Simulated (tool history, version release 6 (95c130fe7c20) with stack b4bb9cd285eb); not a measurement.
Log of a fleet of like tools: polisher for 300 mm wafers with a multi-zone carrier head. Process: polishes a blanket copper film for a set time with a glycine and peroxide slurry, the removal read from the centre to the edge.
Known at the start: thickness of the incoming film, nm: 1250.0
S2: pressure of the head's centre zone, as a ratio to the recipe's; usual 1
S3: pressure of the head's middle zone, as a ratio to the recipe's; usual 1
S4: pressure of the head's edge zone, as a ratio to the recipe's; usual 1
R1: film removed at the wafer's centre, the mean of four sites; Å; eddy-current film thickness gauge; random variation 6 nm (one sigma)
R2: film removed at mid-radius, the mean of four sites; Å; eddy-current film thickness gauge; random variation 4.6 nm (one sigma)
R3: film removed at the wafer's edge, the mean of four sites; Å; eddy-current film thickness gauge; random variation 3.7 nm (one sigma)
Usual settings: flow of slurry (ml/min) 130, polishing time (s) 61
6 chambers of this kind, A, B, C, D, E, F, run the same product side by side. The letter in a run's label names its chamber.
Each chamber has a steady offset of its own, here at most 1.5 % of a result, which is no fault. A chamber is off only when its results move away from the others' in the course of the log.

-- hour=8.5 chamber E: worn pad replaced by a new one
run 1E hour=8.7 | flow_of_slurry_(ml/min)=130 S2=1 S3=1 S4=1 polishing_time_(s)=61 | R1=5192.1 R2=5227.7 R3=5093.4
run 2A hour=15.4 | flow_of_slurry_(ml/min)=130 S2=1 S3=1 S4=1 polishing_time_(s)=61 | R1=5180.6 R2=5128.6 R3=5166.3
run 3C hour=24.2 | flow_of_slurry_(ml/min)=130 S2=1 S3=1 S4=1 polishing_time_(s)=61 | R1=5186.5 R2=5240.2 R3=5140.2
-- hour=26.5 chamber A: worn pad replaced by a new one
-- hour=28.8 chamber F: slurry nozzle cleaned
run 4F hour=30.3 | flow_of_slurry_(ml/min)=130 S2=1 S3=1 S4=1 polishing_time_(s)=61 | R1=5155.6 R2=5246.1 R3=5175.9
-- hour=31.2 chamber D: worn pad replaced by a new one
run 5B hour=40.1 | flow_of_slurry_(ml/min)=130 S2=1 S3=1 S4=1 polishing_time_(s)=61 | R1=5187 R2=5146.1 R3=5227.8
run 6D hour=47.6 | flow_of_slurry_(ml/min)=130 S2=1 S3=1 S4=1 polishing_time_(s)=61 | R1=5210.6 R2=5110.3 R3=5198
-- hour=50.3 chamber E: slurry nozzle cleaned
run 7C hour=58.3 | flow_of_slurry_(ml/min)=130 S2=1 S3=1 S4=1 polishing_time_(s)=61 | R1=5102.1 R2=5257.3 R3=5138.9
-- hour=60.6 chamber E: worn pad replaced by a new one
run 8D hour=63.3 | flow_of_slurry_(ml/min)=130 S2=1 S3=1 S4=1 polishing_time_(s)=61 | R1=5152.6 R2=5242 R3=5179.2
run 9A hour=69.5 | flow_of_slurry_(ml/min)=130 S2=1 S3=1 S4=1 polishing_time_(s)=61 | R1=5125.4 R2=5161.4 R3=5191.7
run 10F hour=76.1 | flow_of_slurry_(ml/min)=130 S2=1 S3=1 S4=1 polishing_time_(s)=61 | R1=5099.1 R2=5159 R3=5098.3
run 11E hour=85.1 | flow_of_slurry_(ml/min)=130 S2=1 S3=1 S4=1 polishing_time_(s)=61 | R1=5187.5 R2=5155.5 R3=5107.2
-- hour=91 chamber C: slurry nozzle cleaned
run 12B hour=93 | flow_of_slurry_(ml/min)=130 S2=1 S3=1 S4=1 polishing_time_(s)=61 | R1=5017.9 R2=5188.9 R3=5269.3
-- hour=93.1 chamber C: worn pad replaced by a new one
run 13D hour=100.7 | flow_of_slurry_(ml/min)=130 S2=1 S3=1 S4=1 polishing_time_(s)=61 | R1=5107.7 R2=5184.7 R3=5072.8
run 14B hour=107.8 | flow_of_slurry_(ml/min)=130 S2=1 S3=1 S4=1 polishing_time_(s)=61 | R1=5048.8 R2=5009.9 R3=5207
-- hour=108 chamber A: worn pad replaced by a new one
run 15C hour=113.9 | flow_of_slurry_(ml/min)=130 S2=1 S3=1 S4=1 polishing_time_(s)=61 | R1=5275.5 R2=5203.5 R3=5130.9
run 16E hour=124.9 | flow_of_slurry_(ml/min)=130 S2=1 S3=1 S4=1 polishing_time_(s)=61 | R1=5134.8 R2=5191.5 R3=5101
-- hour=130.5 chamber E: worn pad replaced by a new one
run 17A hour=130.8 | flow_of_slurry_(ml/min)=130 S2=1 S3=1 S4=1 polishing_time_(s)=61 | R1=5092 R2=5157.7 R3=5179.2
run 18F hour=136.2 | flow_of_slurry_(ml/min)=130 S2=1 S3=1 S4=1 polishing_time_(s)=61 | R1=5083.6 R2=5078.2 R3=5039.1
run 19A hour=142 | flow_of_slurry_(ml/min)=130 S2=1 S3=1 S4=1 polishing_time_(s)=61 | R1=5078.9 R2=5138 R3=5144.3
-- hour=146.5 chamber F: worn pad replaced by a new one
run 20C hour=147.5 | flow_of_slurry_(ml/min)=130 S2=1 S3=1 S4=1 polishing_time_(s)=61 | R1=5158.5 R2=5240.8 R3=5180.2
run 21B hour=152.6 | flow_of_slurry_(ml/min)=130 S2=1 S3=1 S4=1 polishing_time_(s)=61 | R1=5013 R2=5035.3 R3=5149.1
run 22D hour=158.7 | flow_of_slurry_(ml/min)=130 S2=1 S3=1 S4=1 polishing_time_(s)=61 | R1=5149.5 R2=5204 R3=5067.4
-- hour=166.1 chamber D: worn pad replaced by a new one
run 23E hour=169.1 | flow_of_slurry_(ml/min)=130 S2=1 S3=1 S4=1 polishing_time_(s)=61 | R1=5151.9 R2=5210.9 R3=5131.2
run 24F hour=179 | flow_of_slurry_(ml/min)=130 S2=1 S3=1 S4=1 polishing_time_(s)=61 | R1=5168.6 R2=5146.9 R3=5076.9
run 25A hour=186.1 | flow_of_slurry_(ml/min)=130 S2=1 S3=1 S4=1 polishing_time_(s)=61 | R1=5088.9 R2=5111 R3=5183.5
-- hour=193 chamber E: worn pad replaced by a new one
run 26B hour=195.4 | flow_of_slurry_(ml/min)=130 S2=1 S3=1 S4=1 polishing_time_(s)=61 | R1=4941.2 R2=5045 R3=5025.7
-- hour=195.9 chamber A: worn pad replaced by a new one
run 27F hour=206.3 | flow_of_slurry_(ml/min)=130 S2=1 S3=1 S4=1 polishing_time_(s)=61 | R1=5195 R2=5113.2 R3=5118.1
-- hour=215.2 chamber F: edge zone pressure recalibrated
run 28C hour=216.4 | flow_of_slurry_(ml/min)=130 S2=1 S3=1 S4=1 polishing_time_(s)=61 | R1=5171.3 R2=5239.2 R3=5120.4
-- hour=217.9 chamber C: edge zone pressure recalibrated
-- hour=220 chamber C: worn pad replaced by a new one
run 29D hour=224.4 | flow_of_slurry_(ml/min)=130 S2=1 S3=1 S4=1 polishing_time_(s)=61 | R1=5156.5 R2=5194 R3=5073.7
run 30E hour=232.2 | flow_of_slurry_(ml/min)=130 S2=1 S3=1 S4=1 polishing_time_(s)=61 | R1=5125.1 R2=5200.4 R3=5086.6
-- hour=239.6 chamber B: slurry nozzle cleaned
run 31B hour=240 | flow_of_slurry_(ml/min)=130 S2=1 S3=1 S4=1 polishing_time_(s)=61 | R1=4918.6 R2=4922.3 R3=4987.6
run 32E hour=245.3 | flow_of_slurry_(ml/min)=130 S2=1 S3=1 S4=1 polishing_time_(s)=61 | R1=5137.6 R2=5289.5 R3=5170.7
-- hour=253.5 chamber D: slurry nozzle cleaned
-- hour=254.4 chamber C: centre zone pressure recalibrated
run 33F hour=256.4 | flow_of_slurry_(ml/min)=130 S2=1 S3=1 S4=1 polishing_time_(s)=61 | R1=5185.2 R2=5076 R3=5048.1
run 34A hour=265.9 | flow_of_slurry_(ml/min)=130 S2=1 S3=1 S4=1 polishing_time_(s)=61 | R1=5085.4 R2=5160.4 R3=5167.2
run 35D hour=272.6 | flow_of_slurry_(ml/min)=130 S2=1 S3=1 S4=1 polishing_time_(s)=61 | R1=5054 R2=5159.3 R3=5120.2
run 36C hour=282 | flow_of_slurry_(ml/min)=130 S2=1 S3=1 S4=1 polishing_time_(s)=61 | R1=5151.9 R2=5173.4 R3=5163
run 37C hour=286.8 | flow_of_slurry_(ml/min)=130 S2=1 S3=1 S4=1 polishing_time_(s)=61 | R1=5168.8 R2=5227.5 R3=5128.9
run 38D hour=296.8 | flow_of_slurry_(ml/min)=130 S2=1 S3=1 S4=1 polishing_time_(s)=61 | R1=5117.6 R2=5169.8 R3=5123
-- hour=302.4 chamber B: centre zone pressure recalibrated
-- hour=302.4 chamber B: edge zone pressure recalibrated
run 39B hour=304 | flow_of_slurry_(ml/min)=130 S2=1 S3=1 S4=1 polishing_time_(s)=61 | R1=4752.7 R2=4835.8 R3=4859.3

All 6 chambers run these settings next. Forecast each chamber's results:
run 40A hour=312 | flow_of_slurry_(ml/min)=130 S2=1.08 S3=1 S4=1 polishing_time_(s)=61 | R1=? R2=? R3=?
run 40B hour=312 | flow_of_slurry_(ml/min)=130 S2=1.08 S3=1 S4=1 polishing_time_(s)=61 | R1=? R2=? R3=?
run 40C hour=312 | flow_of_slurry_(ml/min)=130 S2=1.08 S3=1 S4=1 polishing_time_(s)=61 | R1=? R2=? R3=?
run 40D hour=312 | flow_of_slurry_(ml/min)=130 S2=1.08 S3=1 S4=1 polishing_time_(s)=61 | R1=? R2=? R3=?
run 40E hour=312 | flow_of_slurry_(ml/min)=130 S2=1.08 S3=1 S4=1 polishing_time_(s)=61 | R1=? R2=? R3=?
run 40F hour=312 | flow_of_slurry_(ml/min)=130 S2=1.08 S3=1 S4=1 polishing_time_(s)=61 | R1=? R2=? R3=?

run=40A R1=5587.1 R2=5143.9 R3=5195.4
run=40B R1=5284.3 R2=4765.9 R3=4825.9
run=40C R1=5598.7 R2=5246.5 R3=5175.8
run=40D R1=5623.4 R2=5181 R3=5122.4
run=40E R1=5579.9 R2=5173.9 R3=5108.6
run=40F R1=5457.4 R2=5068.7 R3=5100
